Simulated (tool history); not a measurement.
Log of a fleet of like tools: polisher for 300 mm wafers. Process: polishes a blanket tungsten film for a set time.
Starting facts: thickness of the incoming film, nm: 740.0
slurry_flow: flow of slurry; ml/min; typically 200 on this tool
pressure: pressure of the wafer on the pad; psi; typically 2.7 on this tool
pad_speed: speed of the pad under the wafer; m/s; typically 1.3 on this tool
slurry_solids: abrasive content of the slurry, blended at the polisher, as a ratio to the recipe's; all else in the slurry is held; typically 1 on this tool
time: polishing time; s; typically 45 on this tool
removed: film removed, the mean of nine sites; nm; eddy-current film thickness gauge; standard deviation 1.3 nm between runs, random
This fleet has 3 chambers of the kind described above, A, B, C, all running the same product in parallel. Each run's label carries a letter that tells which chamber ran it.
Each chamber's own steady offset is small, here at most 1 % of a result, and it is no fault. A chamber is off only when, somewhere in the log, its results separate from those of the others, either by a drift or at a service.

run    day  slurry_flow  pressure  pad_speed  slurry_solids  time  removed
     0.171  -- chamber C: worn pad replaced by a new one
 1A  0.262          200       2.7        1.3              1    45   190.60
     0.438  -- chamber C: slurry tank refilled with fresh slurry and peroxide
 2C  0.679          200       2.7        1.3              1    45   190.30
 3B  1.083          200       2.7        1.3              1    45   190.19
     1.212  -- chamber A: slurry tank refilled with fresh slurry and peroxide
     1.354  -- chamber A: worn pad replaced by a new one
 4C  1.500          200       2.7        1.3              1    45   188.32
 5A  1.962          200       2.7        1.3              1    45   190.25
 6B  2.442          200       2.7        1.3              1    45   188.22
     2.604  -- chamber A: slurry blender recalibrated
     2.921  -- chamber C: slurry tank refilled with fresh slurry and peroxide
 7C  2.933          200       2.7        1.3              1    45   191.12
     3.017  -- chamber C: worn pad replaced by a new one
 8B  3.429          200       2.7        1.3              1    45   185.41
 9A  3.871          200       2.7        1.3              1    45   189.52
     4.150  -- chamber B: slurry blender recalibrated
10B  4.300          200       2.7        1.3              1    45   183.94
11C  4.654          200       2.7        1.3              1    45   187.01
     4.754  -- chamber B: slurry tank refilled with fresh slurry and peroxide
     4.879  -- chamber C: slurry tank refilled with fresh slurry and peroxide
     4.908  -- chamber A: worn pad replaced by a new one
12A  5.162          200       2.7        1.3              1    45   188.53
     5.446  -- chamber C: worn pad replaced by a new one
13A  5.612          200       2.7        1.3              1    45   190.30
14C  6.092          200       2.7        1.3              1    45   187.97
     6.288  -- chamber C: slurry blender recalibrated
     6.421  -- chamber A: slurry nozzle cleaned
15B  6.421          200       2.7        1.3              1    45   178.86
     6.521  -- chamber A: head pressure recalibrated
16C  6.671          200       2.7        1.3              1    45   187.96
     6.717  -- chamber B: slurry nozzle cleaned
17B  6.950          200       2.7        1.3              1    45   175.58
     7.121  -- chamber C: slurry tank refilled with fresh slurry and peroxide
18A  7.254          200       2.7        1.3              1    45   191.50
19B  7.708          200       2.7        1.3              1    45   174.47
20C  7.942          200       2.7        1.3              1    45   187.10
21A  8.254          270       2.7        1.3              1    45   195.10

Which is it: a chamber that has drifted or been left off by a service, a gauge drift common to all chambers, or only each chamber's usual small offset? If a chamber is off, name it and its likeliest cause.

One chamber, B, drifts off from the rest bit by bit.
Likeliest cause: removal rate lost through wear of the pad, % = 9.61.
Not necessarily distinguishable in this log from: head's pressure below its setpoint, %.

Which of the 4 candidates below, each the usual settings with something changed and its results left as question marks, puts chamber B back in line with what the other chambers give on the usual settings?
In-line tolerance around the mean of the other chambers on the usual settings: removed 4.50 nm
22B-1  8.629          200       2.8       1.30              1    46        ?
22B-2  8.629          200       2.6       1.26              1    43        ?
22B-3  8.629          200       2.6       1.30              1    44        ?
22B-4  8.629          200       2.8       1.30              1    48        ?

Average result of the remaining chambers running the usual settings: removed 189.29 nm
  run  removed
22B-1   180.44
22B-2   152.03
22B-3   160.44
22B-4   188.29
22B-4 puts the chamber back in line with the other chambers.
